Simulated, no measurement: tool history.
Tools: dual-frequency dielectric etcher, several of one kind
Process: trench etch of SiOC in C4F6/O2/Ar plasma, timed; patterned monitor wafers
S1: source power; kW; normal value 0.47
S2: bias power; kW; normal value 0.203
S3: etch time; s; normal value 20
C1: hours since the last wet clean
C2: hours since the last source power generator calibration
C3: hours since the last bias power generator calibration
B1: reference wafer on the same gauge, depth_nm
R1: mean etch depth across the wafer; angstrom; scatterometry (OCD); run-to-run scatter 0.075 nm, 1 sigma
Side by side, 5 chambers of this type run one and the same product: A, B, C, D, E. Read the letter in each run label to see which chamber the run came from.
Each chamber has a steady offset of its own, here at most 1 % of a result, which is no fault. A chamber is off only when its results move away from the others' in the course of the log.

{"run": "1A", "hour": 6.1, "S1": 0.47, "S2": 0.203, "S3": 20, "C1": 405.5, "C2": 1802.2, "C3": 1436.8, "B1": 45.332, "R1": 458.17}
{"run": "2B", "hour": 15.2, "S1": 0.47, "S2": 0.203, "S3": 20, "C1": 284.5, "C2": 3345.9, "C3": 1119.7, "B1": 45.316, "R1": 461.12}
{"run": "3C", "hour": 22.4, "S1": 0.47, "S2": 0.203, "S3": 20, "C1": 364.7, "C2": 2141.6, "C3": 4558.9, "B1": 45.306, "R1": 458.84}
{"run": "4E", "hour": 32.7, "S1": 0.47, "S2": 0.203, "S3": 20, "C1": 189.9, "C2": 1548.2, "C3": 1844.4, "B1": 45.347, "R1": 454.57}
{"run": "5D", "hour": 39.2, "S1": 0.47, "S2": 0.235, "S3": 17.5, "C1": 231, "C2": 1332.1, "C3": 1091.4, "B1": 45.335, "R1": 425.35}
{"run": "6B", "hour": 44.7, "S1": 0.47, "S2": 0.235, "S3": 17.5, "C1": 314, "C2": 3375.4, "C3": 1149.2, "B1": 45.323, "R1": 422.95}
{"hour": 48.1, "done": "chamber C: wet clean of the chamber"}
{"run": "7C", "hour": 50.6, "S1": 0.47, "S2": 0.235, "S3": 17.5, "C1": 2.5, "C2": 2169.8, "C3": 4587.1, "B1": 45.338, "R1": 422.08}
{"run": "8A", "hour": 56.3, "S1": 0.47, "S2": 0.235, "S3": 17.5, "C1": 455.7, "C2": 1852.4, "C3": 1487, "B1": 45.355, "R1": 421.84}
{"run": "9D", "hour": 64.4, "S1": 0.47, "S2": 0.235, "S3": 17.5, "C1": 256.2, "C2": 1357.3, "C3": 1116.6, "B1": 45.353, "R1": 423.71}
{"run": "10E", "hour": 71.6, "S1": 0.47, "S2": 0.203, "S3": 20, "C1": 228.8, "C2": 1587.1, "C3": 1883.3, "B1": 45.382, "R1": 455.13}
{"run": "11B", "hour": 80.3, "S1": 0.47, "S2": 0.203, "S3": 20, "C1": 349.6, "C2": 3411, "C3": 1184.8, "B1": 45.365, "R1": 461.43}
{"run": "12C", "hour": 85.6, "S1": 0.47, "S2": 0.203, "S3": 20, "C1": 37.5, "C2": 2204.8, "C3": 4622.1, "B1": 45.356, "R1": 458.14}
{"run": "13D", "hour": 94.3, "S1": 0.47, "S2": 0.203, "S3": 20, "C1": 286.1, "C2": 1387.2, "C3": 1146.5, "B1": 45.361, "R1": 462.32}
{"run": "14A", "hour": 104.3, "S1": 0.47, "S2": 0.203, "S3": 20, "C1": 503.7, "C2": 1900.4, "C3": 1535, "B1": 45.399, "R1": 458.59}
{"run": "15E", "hour": 111.0, "S1": 0.47, "S2": 0.203, "S3": 20, "C1": 268.2, "C2": 1626.5, "C3": 1922.7, "B1": 45.414, "R1": 456.68}
{"run": "16E", "hour": 117.6, "S1": 0.47, "S2": 0.203, "S3": 20, "C1": 274.8, "C2": 1633.1, "C3": 1929.3, "B1": 45.383, "R1": 457.16}
{"run": "17B", "hour": 127.0, "S1": 0.47, "S2": 0.203, "S3": 20, "C1": 396.3, "C2": 3457.7, "C3": 1231.5, "B1": 45.403, "R1": 462.56}
{"run": "18C", "hour": 137.8, "S1": 0.47, "S2": 0.203, "S3": 20, "C1": 89.7, "C2": 2257, "C3": 4674.3, "B1": 45.427, "R1": 460.91}
{"hour": 138.3, "done": "chamber A: wet clean of the chamber"}
{"run": "19D", "hour": 145.9, "S1": 0.47, "S2": 0.203, "S3": 20, "C1": 337.7, "C2": 1438.8, "C3": 1198.1, "B1": 45.427, "R1": 463.08}
{"hour": 146.9, "done": "chamber B: wet clean of the chamber"}
{"run": "20A", "hour": 151.8, "S1": 0.47, "S2": 0.203, "S3": 20, "C1": 13.6, "C2": 1947.9, "C3": 1582.5, "B1": 45.438, "R1": 459.57}
{"run": "21E", "hour": 162.4, "S1": 0.47, "S2": 0.203, "S3": 20, "C1": 319.6, "C2": 1677.9, "C3": 1974.1, "B1": 45.443, "R1": 457.02}
{"run": "22A", "hour": 168.8, "S1": 0.47, "S2": 0.203, "S3": 20, "C1": 30.6, "C2": 1964.9, "C3": 1599.5, "B1": 45.446, "R1": 460.26}
{"run": "23C", "hour": 179.7, "S1": 0.47, "S2": 0.203, "S3": 20, "C1": 131.6, "C2": 2298.9, "C3": 4716.2, "B1": 45.448, "R1": 460.86}
{"hour": 182.9, "done": "chamber E: wet clean of the chamber"}
{"run": "24B", "hour": 186.5, "S1": 0.47, "S2": 0.203, "S3": 20, "C1": 39.6, "C2": 3517.2, "C3": 1291, "B1": 45.464, "R1": 460.83}
{"run": "25D", "hour": 194.8, "S1": 0.47, "S2": 0.203, "S3": 20, "C1": 386.6, "C2": 1487.7, "C3": 1247, "B1": 45.463, "R1": 461.82}
{"run": "26A", "hour": 203.3, "S1": 0.47, "S2": 0.203, "S3": 20, "C1": 65.1, "C2": 1999.4, "C3": 1634, "B1": 45.508, "R1": 460.12}
{"run": "27B", "hour": 212.4, "S1": 0.47, "S2": 0.203, "S3": 20, "C1": 65.5, "C2": 3543.1, "C3": 1316.9, "B1": 45.454, "R1": 462.44}
{"run": "28C", "hour": 220.3, "S1": 0.47, "S2": 0.203, "S3": 20, "C1": 172.2, "C2": 2339.5, "C3": 4756.8, "B1": 45.505, "R1": 460.24}
{"run": "29E", "hour": 229.1, "S1": 0.47, "S2": 0.203, "S3": 20, "C1": 46.2, "C2": 1744.6, "C3": 2040.8, "B1": 45.482, "R1": 457.2}
{"run": "30D", "hour": 239.3, "S1": 0.47, "S2": 0.203, "S3": 20, "C1": 431.1, "C2": 1532.2, "C3": 1291.5, "B1": 45.518, "R1": 465}
{"run": "31E", "hour": 248.0, "S1": 0.47, "S2": 0.203, "S3": 20, "C1": 65.1, "C2": 1763.5, "C3": 2059.7, "B1": 45.511, "R1": 459.34}
{"run": "32C", "hour": 256.1, "S1": 0.4, "S2": 0.203, "S3": 20, "C1": 208, "C2": 2375.3, "C3": 4792.6, "B1": 45.515, "R1": 433.59}
{"hour": 258.8, "done": "chamber D: wet clean of the chamber"}
{"run": "33B", "hour": 266.1, "S1": 0.4, "S2": 0.203, "S3": 20, "C1": 119.2, "C2": 3596.8, "C3": 1370.6, "B1": 45.542, "R1": 435.57}
{"run": "34D", "hour": 275.6, "S1": 0.4, "S2": 0.203, "S3": 20, "C1": 16.9, "C2": 1568.5, "C3": 1327.8, "B1": 45.536, "R1": 436.48}
{"run": "35A", "hour": 286.1, "S1": 0.4, "S2": 0.203, "S3": 20, "C1": 147.9, "C2": 2082.2, "C3": 1716.8, "B1": 45.552, "R1": 433}
{"run": "36C", "hour": 296.3, "S1": 0.4, "S2": 0.203, "S3": 20, "C1": 248.2, "C2": 2415.5, "C3": 4832.8, "B1": 45.542, "R1": 432.92}
{"run": "37D", "hour": 303.8, "S1": 0.47, "S2": 0.203, "S3": 20, "C1": 45.1, "C2": 1596.7, "C3": 1356, "B1": 45.556, "R1": 463.73}
{"run": "38E", "hour": 314.2, "S1": 0.47, "S2": 0.203, "S3": 20, "C1": 131.3, "C2": 1829.7, "C3": 2125.9, "B1": 45.569, "R1": 459.87}
{"run": "39A", "hour": 323.7, "S1": 0.47, "S2": 0.203, "S3": 20, "C1": 185.5, "C2": 2119.8, "C3": 1754.4, "B1": 45.582, "R1": 460.67}
{"run": "40B", "hour": 331.7, "S1": 0.47, "S2": 0.203, "S3": 20, "C1": 184.8, "C2": 3662.4, "C3": 1436.2, "B1": 45.588, "R1": 464.03}
{"run": "41B", "hour": 341.8, "S1": 0.47, "S2": 0.203, "S3": 20, "C1": 194.9, "C2": 3672.5, "C3": 1446.3, "B1": 45.59, "R1": 463.43}

Predict what each chamber gives when all 5 of them run the settings below next.
{"run": "42A", "hour": 349.6, "S1": 0.47, "S2": 0.203, "S3": 20, "R1": "?"}
{"run": "42B", "hour": 349.6, "S1": 0.47, "S2": 0.203, "S3": 20, "R1": "?"}
{"run": "42C", "hour": 349.6, "S1": 0.47, "S2": 0.203, "S3": 20, "R1": "?"}
{"run": "42D", "hour": 349.6, "S1": 0.47, "S2": 0.203, "S3": 20, "R1": "?"}
{"run": "42E", "hour": 349.6, "S1": 0.47, "S2": 0.203, "S3": 20, "R1": "?"}

run=42A R1=460.84
run=42B R1=462.99
run=42C R1=462.89
run=42D R1=465.51
run=42E R1=458.09

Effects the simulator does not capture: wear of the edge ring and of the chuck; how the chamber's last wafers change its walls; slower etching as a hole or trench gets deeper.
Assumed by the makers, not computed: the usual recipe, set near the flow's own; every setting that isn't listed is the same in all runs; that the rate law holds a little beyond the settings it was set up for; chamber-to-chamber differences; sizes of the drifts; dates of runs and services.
